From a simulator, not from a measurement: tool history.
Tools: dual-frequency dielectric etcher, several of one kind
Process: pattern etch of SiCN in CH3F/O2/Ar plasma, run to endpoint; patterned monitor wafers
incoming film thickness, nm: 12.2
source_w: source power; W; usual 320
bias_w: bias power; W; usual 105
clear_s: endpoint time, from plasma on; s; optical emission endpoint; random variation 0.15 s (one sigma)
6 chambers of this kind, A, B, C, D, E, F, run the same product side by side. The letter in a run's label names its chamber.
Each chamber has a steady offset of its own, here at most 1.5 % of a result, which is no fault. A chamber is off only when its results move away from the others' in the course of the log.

Run 1E, hour 8.7: usual settings. Result: clear_s 30.96 s.
Run 2F, hour 18.7: usual settings. Result: clear_s 30.732 s.
Run 3B, hour 28.3: usual settings. Result: clear_s 31.043 s.
Run 4C, hour 39: usual settings. Result: clear_s 31.174 s.
Run 5A, hour 48.1: usual settings. Result: clear_s 30.516 s.
Run 6D, hour 56: usual settings. Result: clear_s 30.359 s.
Run 7A, hour 64.9: usual settings but bias_w 92 W. Result: clear_s 32.39 s.
Run 8B, hour 73.2: usual settings but bias_w 92 W. Result: clear_s 32.242 s.
At hour 82.8: chamber E: source power generator calibrated.
Run 9F, hour 83.4: usual settings but bias_w 92 W. Result: clear_s 33.097 s.
Run 10E, hour 93.9: usual settings but bias_w 92 W. Result: clear_s 32.272 s.
Run 11C, hour 104.7: usual settings but bias_w 92 W. Result: clear_s 32.75 s.
Run 12D, hour 110: usual settings but bias_w 92 W. Result: clear_s 31.683 s.
Run 13E, hour 114.9: usual settings. Result: clear_s 30.843 s.
Run 14F, hour 124.9: usual settings. Result: clear_s 31.262 s.
Run 15B, hour 132.3: usual settings. Result: clear_s 31.039 s.
Run 16D, hour 138: usual settings. Result: clear_s 30.156 s.
Run 17C, hour 143.3: usual settings but source_w 240 W, bias_w 84 W. Result: clear_s 37.433 s.
Run 18A, hour 149.5: usual settings but source_w 240 W, bias_w 84 W. Result: clear_s 37.261 s.
Run 19F, hour 156.5: usual settings but source_w 240 W, bias_w 84 W. Result: clear_s 37.77 s.
Run 20B, hour 166.2: usual settings but source_w 240 W, bias_w 84 W. Result: clear_s 37.168 s.
Run 21A, hour 173: usual settings but source_w 240 W, bias_w 84 W. Result: clear_s 37.175 s.
Run 22C, hour 181: usual settings but source_w 240 W, bias_w 84 W. Result: clear_s 37.578 s.
At hour 187.7: chamber E: wet clean of the chamber.
Run 23E, hour 189.4: usual settings. Result: clear_s 30.734 s.
Run 24D, hour 199.3: usual settings. Result: clear_s 29.608 s.
Run 25A, hour 208.4: usual settings. Result: clear_s 30.964 s.
Run 26B, hour 217.1: usual settings. Result: clear_s 30.7 s.
Run 27D, hour 223.6: usual settings. Result: clear_s 29.331 s.
At hour 228.4: chamber F: wet clean of the chamber.
Run 28C, hour 229.1: usual settings. Result: clear_s 31.091 s.
At hour 230.5: chamber C: wet clean of the chamber.
Run 29F, hour 236.3: usual settings but source_w 370 W, bias_w 82 W. Result: clear_s 32.565 s.
Run 30E, hour 241.7: usual settings but source_w 370 W, bias_w 82 W. Result: clear_s 32.162 s.
Run 31C, hour 248: usual settings but source_w 370 W, bias_w 82 W. Result: clear_s 32.46 s.
At hour 249: chamber A: source power generator calibrated.
Run 32A, hour 257.5: usual settings but source_w 370 W, bias_w 82 W. Result: clear_s 32.072 s.
At hour 262.3: chamber B: wet clean of the chamber.
Run 33D, hour 267.9: usual settings but source_w 370 W, bias_w 82 W. Result: clear_s 30.44 s.
Run 34E, hour 273.9: usual settings but source_w 370 W, bias_w 82 W. Result: clear_s 31.869 s.
Run 35B, hour 281.4: usual settings. Result: clear_s 30.967 s.
Run 36F, hour 288.8: usual settings. Result: clear_s 31.278 s.

What goes on in this fleet: one chamber off, a drifting gauge, or nothing beyond the chambers' own small offsets? Name the chamber and the cause, if any.

Chamber D drifts away from the others.
Cause: etch rate over this chamber's usual, % = 3.97.

Here are 4 candidates for chamber D's next run, each the usual settings with a change, their results left as question marks. Which one brings its results back in line with what the others give on the usual settings?
In line means no further than this from the other chambers' mean on the usual settings: clear_s 0.54 s
Run 37D-1, hour 296.6: usual settings but bias_w 136 W. Result: clear_s ?.
Run 37D-2, hour 296.6: usual settings but source_w 270 W. Result: clear_s ?.
Run 37D-3, hour 296.6: usual settings but source_w 240 W. Result: clear_s ?.
Run 37D-4, hour 296.6: usual settings but source_w 370 W. Result: clear_s ?.

The other chambers' mean on the usual settings: clear_s 30.885 s
  run  clear_s
37D-1   26.297
37D-2   30.925
37D-3   32.258
37D-4     27.6
37D-2 brings the chamber back in line.

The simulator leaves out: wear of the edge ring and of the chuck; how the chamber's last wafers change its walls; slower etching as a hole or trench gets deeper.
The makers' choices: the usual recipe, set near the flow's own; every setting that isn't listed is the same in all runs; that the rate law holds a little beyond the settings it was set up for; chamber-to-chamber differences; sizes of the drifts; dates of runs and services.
